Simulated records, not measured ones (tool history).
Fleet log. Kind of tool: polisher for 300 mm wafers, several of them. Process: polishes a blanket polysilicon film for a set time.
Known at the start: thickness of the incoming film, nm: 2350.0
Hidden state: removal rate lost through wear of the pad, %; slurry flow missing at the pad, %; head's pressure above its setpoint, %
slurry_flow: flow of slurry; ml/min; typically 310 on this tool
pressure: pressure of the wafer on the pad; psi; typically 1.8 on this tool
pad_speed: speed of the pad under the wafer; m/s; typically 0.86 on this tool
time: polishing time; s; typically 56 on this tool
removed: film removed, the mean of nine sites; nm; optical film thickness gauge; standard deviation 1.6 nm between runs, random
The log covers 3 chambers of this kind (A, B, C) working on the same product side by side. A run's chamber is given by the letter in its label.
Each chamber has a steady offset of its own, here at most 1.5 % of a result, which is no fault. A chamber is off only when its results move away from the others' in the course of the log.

run	hour	slurry_flow	pressure	pad_speed	time	wafers polished on this pad	hours since the slurry nozzle was cleaned	hours since the head pressure was calibrated	removed
1A	4.7	310	1.8	0.86	56	468	58.5	66.4	234.14
2C	9.8	310	1.8	0.86	56	633	160.6	695.3	233.82
3B	19.7	310	1.8	0.86	56	550	101.4	346.3	230.51
# hour 23.5: chamber A: worn pad replaced by a new one
4C	27.4	310	1.8	0.86	56	865	178.2	712.9	231.63
# hour 29.8: chamber C: worn pad replaced by a new one
5A	37.3	310	1.8	0.86	56	182	91.1	99.0	235.40
6B	43.8	390	1.8	0.86	68	867	125.5	370.4	289.48
7A	49.7	390	1.8	0.86	68	345	103.5	111.4	290.26
8B	58.1	390	1.8	0.86	68	1056	139.8	384.7	289.98
9C	65.0	310	1.8	0.86	56	465	215.8	750.5	234.87
10B	71.7	310	1.8	0.86	56	1235	153.4	398.3	229.35
11C	80.5	310	1.2	0.86	56	669	231.3	766.0	155.24
12A	88.2	310	1.2	0.86	56	852	142.0	149.9	158.40
# hour 89.8: chamber A: worn pad replaced by a new one
13A	95.6	310	1.2	0.86	56	76	149.4	157.3	159.06
# hour 96.2: chamber C: worn pad replaced by a new one
14B	103.9	310	1.8	0.86	56	1659	185.6	430.5	227.61
15C	108.5	310	1.8	0.86	56	162	259.3	794.0	233.30
16B	116.0	310	1.8	0.86	56	1819	197.7	442.6	229.41
17C	123.0	310	1.8	0.86	56	353	273.8	808.5	234.85
18A	129.4	310	1.8	0.58	68	522	183.2	191.1	191.41
19C	136.7	310	1.8	0.58	68	533	287.5	822.2	189.49
20A	143.1	310	1.8	0.58	68	702	196.9	204.8	195.53
21B	152.1	310	1.8	1.06	56	2294	233.8	478.7	279.48
# hour 155.2: chamber A: worn pad replaced by a new one
22A	159.1	310	1.8	1.06	56	51	212.9	220.8	290.79
23C	164.2	310	1.8	1.06	56	896	315.0	849.7	288.03
# hour 167.1: chamber C: worn pad replaced by a new one
24B	170.6	310	1.8	0.86	56	2538	252.3	497.2	220.87
25C	178.0	310	1.8	0.86	56	144	328.8	863.5	235.84
26A	186.4	310	1.8	0.86	56	411	240.2	248.1	235.70
27B	193.8	310	1.8	0.86	56	2844	275.5	520.4	218.63
28B	202.5	310	1.8	0.86	56	2959	284.2	529.1	224.79
29C	209.6	310	1.8	0.86	56	560	360.4	895.1	235.61
# hour 218.4: chamber A: worn pad replaced by a new one
30A	218.7	310	1.8	0.86	56	4	272.5	280.4	235.78
# hour 221.5: chamber C: worn pad replaced by a new one
31B	226.2	310	1.8	0.86	56	3271	307.9	552.8	219.29
32C	233.5	310	1.8	0.86	56	158	384.3	919.0	234.53
33A	238.2	395	1.4	0.86	56	261	292.0	299.9	185.29
34B	242.6	395	1.4	0.86	56	3487	324.3	569.2	173.26

For the next run the whole fleet of 3 chambers uses the same settings. Give each chamber's results:
35A	249.8	310	1.8	0.86	56				?
35B	249.8	310	1.8	0.86	56				?
35C	249.8	310	1.8	0.86	56				?

run	removed
35A	239.22
35B	215.58
35C	236.47

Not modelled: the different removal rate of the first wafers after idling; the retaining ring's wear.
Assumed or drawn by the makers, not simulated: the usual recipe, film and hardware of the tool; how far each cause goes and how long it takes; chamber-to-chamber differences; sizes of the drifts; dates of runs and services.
